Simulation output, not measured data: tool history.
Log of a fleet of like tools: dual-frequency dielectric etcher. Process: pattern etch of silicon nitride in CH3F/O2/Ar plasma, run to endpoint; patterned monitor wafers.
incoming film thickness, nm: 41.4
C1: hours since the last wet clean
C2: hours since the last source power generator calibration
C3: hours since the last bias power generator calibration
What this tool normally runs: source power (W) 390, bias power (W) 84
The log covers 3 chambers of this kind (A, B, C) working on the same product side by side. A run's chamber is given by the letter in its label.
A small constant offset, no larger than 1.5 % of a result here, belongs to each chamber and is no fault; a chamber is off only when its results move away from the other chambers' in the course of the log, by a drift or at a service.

{"run": "1B", "hour": 12.3, "source power (W)": 390, "bias power (W)": 84, "C1": 299.3, "C2": 582.5, "C3": 2095.1, "endpoint time (s)": 57.167}
{"run": "2A", "hour": 24.3, "source power (W)": 390, "bias power (W)": 84, "C1": 489.3, "C2": 626.4, "C3": 2459.6, "endpoint time (s)": 57.783}
{"run": "3C", "hour": 40.5, "source power (W)": 390, "bias power (W)": 84, "C1": 203, "C2": 1788.8, "C3": 605, "endpoint time (s)": 57.154}
{"run": "4A", "hour": 56.8, "source power (W)": 390, "bias power (W)": 84, "C1": 521.8, "C2": 658.9, "C3": 2492.1, "endpoint time (s)": 57.304}
{"run": "5C", "hour": 72.7, "source power (W)": 390, "bias power (W)": 84, "C1": 235.2, "C2": 1821, "C3": 637.2, "endpoint time (s)": 57.826}
{"run": "6B", "hour": 86.6, "source power (W)": 490, "bias power (W)": 92, "C1": 373.6, "C2": 656.8, "C3": 2169.4, "endpoint time (s)": 49.653}
{"run": "7B", "hour": 93.8, "source power (W)": 490, "bias power (W)": 92, "C1": 380.8, "C2": 664, "C3": 2176.6, "endpoint time (s)": 50.658}
{"run": "8C", "hour": 106.8, "source power (W)": 490, "bias power (W)": 92, "C1": 269.3, "C2": 1855.1, "C3": 671.3, "endpoint time (s)": 52.16}
{"hour": 116.6, "done": "chamber A: wet clean of the chamber"}
{"run": "9A", "hour": 118.3, "source power (W)": 390, "bias power (W)": 84, "C1": 1.7, "C2": 720.4, "C3": 2553.6, "endpoint time (s)": 58.237}
{"run": "10B", "hour": 127.7, "source power (W)": 320, "bias power (W)": 84, "C1": 414.7, "C2": 697.9, "C3": 2210.5, "endpoint time (s)": 61.564}
{"run": "11A", "hour": 137.6, "source power (W)": 320, "bias power (W)": 84, "C1": 21, "C2": 739.7, "C3": 2572.9, "endpoint time (s)": 62.542}
{"run": "12C", "hour": 151.5, "source power (W)": 320, "bias power (W)": 84, "C1": 314, "C2": 1899.8, "C3": 716, "endpoint time (s)": 64.433}
{"run": "13C", "hour": 167.8, "source power (W)": 390, "bias power (W)": 84, "C1": 330.3, "C2": 1916.1, "C3": 732.3, "endpoint time (s)": 59.374}
{"run": "14A", "hour": 179.5, "source power (W)": 390, "bias power (W)": 84, "C1": 62.9, "C2": 781.6, "C3": 2614.8, "endpoint time (s)": 57.53}
{"run": "15B", "hour": 188.0, "source power (W)": 390, "bias power (W)": 84, "C1": 475, "C2": 758.2, "C3": 2270.8, "endpoint time (s)": 57.24}
{"hour": 191.9, "done": "chamber B: wet clean of the chamber"}
{"run": "16B", "hour": 198.8, "source power (W)": 390, "bias power (W)": 84, "C1": 7, "C2": 769, "C3": 2281.6, "endpoint time (s)": 56.554}
{"run": "17A", "hour": 211.9, "source power (W)": 390, "bias power (W)": 84, "C1": 95.3, "C2": 814, "C3": 2647.2, "endpoint time (s)": 57.999}
{"run": "18C", "hour": 225.4, "source power (W)": 390, "bias power (W)": 84, "C1": 387.9, "C2": 1973.7, "C3": 789.9, "endpoint time (s)": 59.568}
{"run": "19A", "hour": 239.7, "source power (W)": 390, "bias power (W)": 84, "C1": 123.1, "C2": 841.8, "C3": 2675, "endpoint time (s)": 58.155}
{"run": "20C", "hour": 255.0, "source power (W)": 390, "bias power (W)": 84, "C1": 417.5, "C2": 2003.3, "C3": 819.5, "endpoint time (s)": 59.427}
{"run": "21B", "hour": 267.9, "source power (W)": 340, "bias power (W)": 84, "C1": 76.1, "C2": 838.1, "C3": 2350.7, "endpoint time (s)": 59.288}
{"run": "22B", "hour": 279.9, "source power (W)": 340, "bias power (W)": 84, "C1": 88.1, "C2": 850.1, "C3": 2362.7, "endpoint time (s)": 60.501}
{"run": "23A", "hour": 287.7, "source power (W)": 340, "bias power (W)": 84, "C1": 171.1, "C2": 889.8, "C3": 2723, "endpoint time (s)": 60.723}
{"run": "24C", "hour": 301.5, "source power (W)": 390, "bias power (W)": 84, "C1": 464, "C2": 2049.8, "C3": 866, "endpoint time (s)": 60.222}

Decide between three cases: one chamber stands off from its peers, the gauge reading all wafers drifts, or nothing is wrong past each chamber's small offset. Where a chamber is off, say which and what most likely put it there.

It is chamber C that slowly wanders off from its peers.
Most likely cause: etch rate under this chamber's usual, % = 4.97.

Chamber C could run next with any of the 4 candidate recipes listed below; each alters the usual settings, and their results appear as question marks. Which one brings its results back in line with what the other chambers deliver on the usual settings?
Allowed miss from the other chambers' usual-settings mean, per result, to count as in line: endpoint time (s) 1.6
{"run": "25C-1", "hour": 313.4, "source power (W)": 330, "bias power (W)": 73, "endpoint time (s)": "?"}
{"run": "25C-2", "hour": 313.4, "source power (W)": 360, "bias power (W)": 78, "endpoint time (s)": "?"}
{"run": "25C-3", "hour": 313.4, "source power (W)": 390, "bias power (W)": 97, "endpoint time (s)": "?"}
{"run": "25C-4", "hour": 313.4, "source power (W)": 460, "bias power (W)": 97, "endpoint time (s)": "?"}

What the other chambers average on the usual settings: endpoint time (s) 57.392
run=25C-1 endpoint_time_(s)=67.794
run=25C-2 endpoint_time_(s)=64.085
run=25C-3 endpoint_time_(s)=57.527
run=25C-4 endpoint_time_(s)=54.063
The answer is 25C-3, which returns the chamber to within the allowed miss of the others.
